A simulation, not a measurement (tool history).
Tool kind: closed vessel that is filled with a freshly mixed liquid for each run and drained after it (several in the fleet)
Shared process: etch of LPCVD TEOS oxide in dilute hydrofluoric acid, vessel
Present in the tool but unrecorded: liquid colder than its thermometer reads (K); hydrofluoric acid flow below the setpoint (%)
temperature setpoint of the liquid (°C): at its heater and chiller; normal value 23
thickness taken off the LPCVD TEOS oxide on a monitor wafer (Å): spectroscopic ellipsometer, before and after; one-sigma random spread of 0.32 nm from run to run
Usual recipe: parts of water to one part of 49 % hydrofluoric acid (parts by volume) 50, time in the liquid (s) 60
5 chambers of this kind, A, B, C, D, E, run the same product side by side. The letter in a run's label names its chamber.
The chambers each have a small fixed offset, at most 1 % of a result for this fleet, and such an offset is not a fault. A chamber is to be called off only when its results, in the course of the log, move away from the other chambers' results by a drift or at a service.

run,hour,temperature setpoint of the liquid (°C),parts of water to one part of 49 % hydrofluoric acid (parts by volume),time in the liquid (s),hours since the thermometer was replaced,hours since the hydrofluoric acid flow meter was replaced,"read-back film thickness of the LPCVD TEOS oxide reference wafer, read on the same gauge (nm)",thickness taken off the LPCVD TEOS oxide on a monitor wafer (Å)
1C,6.2,23,50,60,2526.5,116.7,29.983,691.54
2E,16,23,50,60,557.5,1474.3,29.982,692.48
3A,22.7,23,50,60,1184.5,416.6,29.971,688.89
4D,31.8,23,50,60,707.6,533.5,30.001,684.47
5B,39.1,23,50,60,1795.8,1280.8,29.977,689.3
6D,49.5,23,50,60,725.3,551.2,30.013,678.29
# hour 55: chamber E: thermometer replaced
7E,57.9,23,50,60,3,1516.2,29.987,690.92
8A,64.7,23,50,60,1226.5,458.6,29.991,691.66
9C,75.6,23,50,60,2595.9,186.1,30.006,683.16
10B,87.5,23,50,60,1844.2,1329.2,29.99,683.44
11B,94.6,25,65,60,1851.3,1336.3,30.006,561.44
12E,107.6,25,65,60,52.7,1565.9,30.003,565.09
# hour 118.2: chamber C: thermometer replaced
13C,119.2,25,65,60,1.1,229.7,29.957,564.85
14D,129.4,25,65,60,805.2,631.1,29.946,561.95
15A,135.4,25,65,60,1297.2,529.3,29.992,560.07
16E,149,23,65,80,94.1,1607.3,29.979,692.52
17A,159.2,23,65,80,1321,553.1,29.998,690.78
18C,171.6,23,65,80,53.5,282.1,30.026,696.68
19B,185.4,23,65,80,1942.1,1427.1,30.009,679.14
20D,194.1,23,65,80,869.9,695.8,30.023,692.57
21E,200.7,23,50,60,145.8,1659,30,695.4
22A,210.7,23,50,60,1372.5,604.6,29.956,688.38
23D,222.3,23,50,60,898.1,724,30.015,682.86
24B,235.8,23,50,60,1992.5,1477.5,30.016,671.99
25C,246.2,23,50,60,128.1,356.7,30.043,689.34
26A,253.9,23,50,60,1415.7,647.8,29.989,687.45
27E,264.5,23,50,60,209.6,1722.8,30.027,685.11
28C,277.8,23,50,60,159.7,388.3,30.029,685.36
29B,285.6,23,50,60,2042.3,1527.3,29.953,664.77
30D,299.3,20,50,60,975.1,801,30.035,596.28
31A,309.8,20,50,60,1471.6,703.7,30.008,606.77
32C,317.8,20,50,60,199.7,428.3,30.014,602.17
33D,328.8,20,50,60,1004.6,830.5,30.011,602.21
34B,338.2,20,50,60,2094.9,1579.9,29.973,574.77
35E,346.7,23,50,60,291.8,1805,29.993,682.01

Next, all 5 chambers run the settings below, one line each with question marks for the results. What does each chamber give?
36A,356.8,23,50,60,,,,?
36B,356.8,23,50,60,,,,?
36C,356.8,23,50,60,,,,?
36D,356.8,23,50,60,,,,?
36E,356.8,23,50,60,,,,?

run,thickness taken off the LPCVD TEOS oxide on a monitor wafer (Å)
36A,682.12
36B,657.26
36C,690.69
36D,682.73
36E,692.69
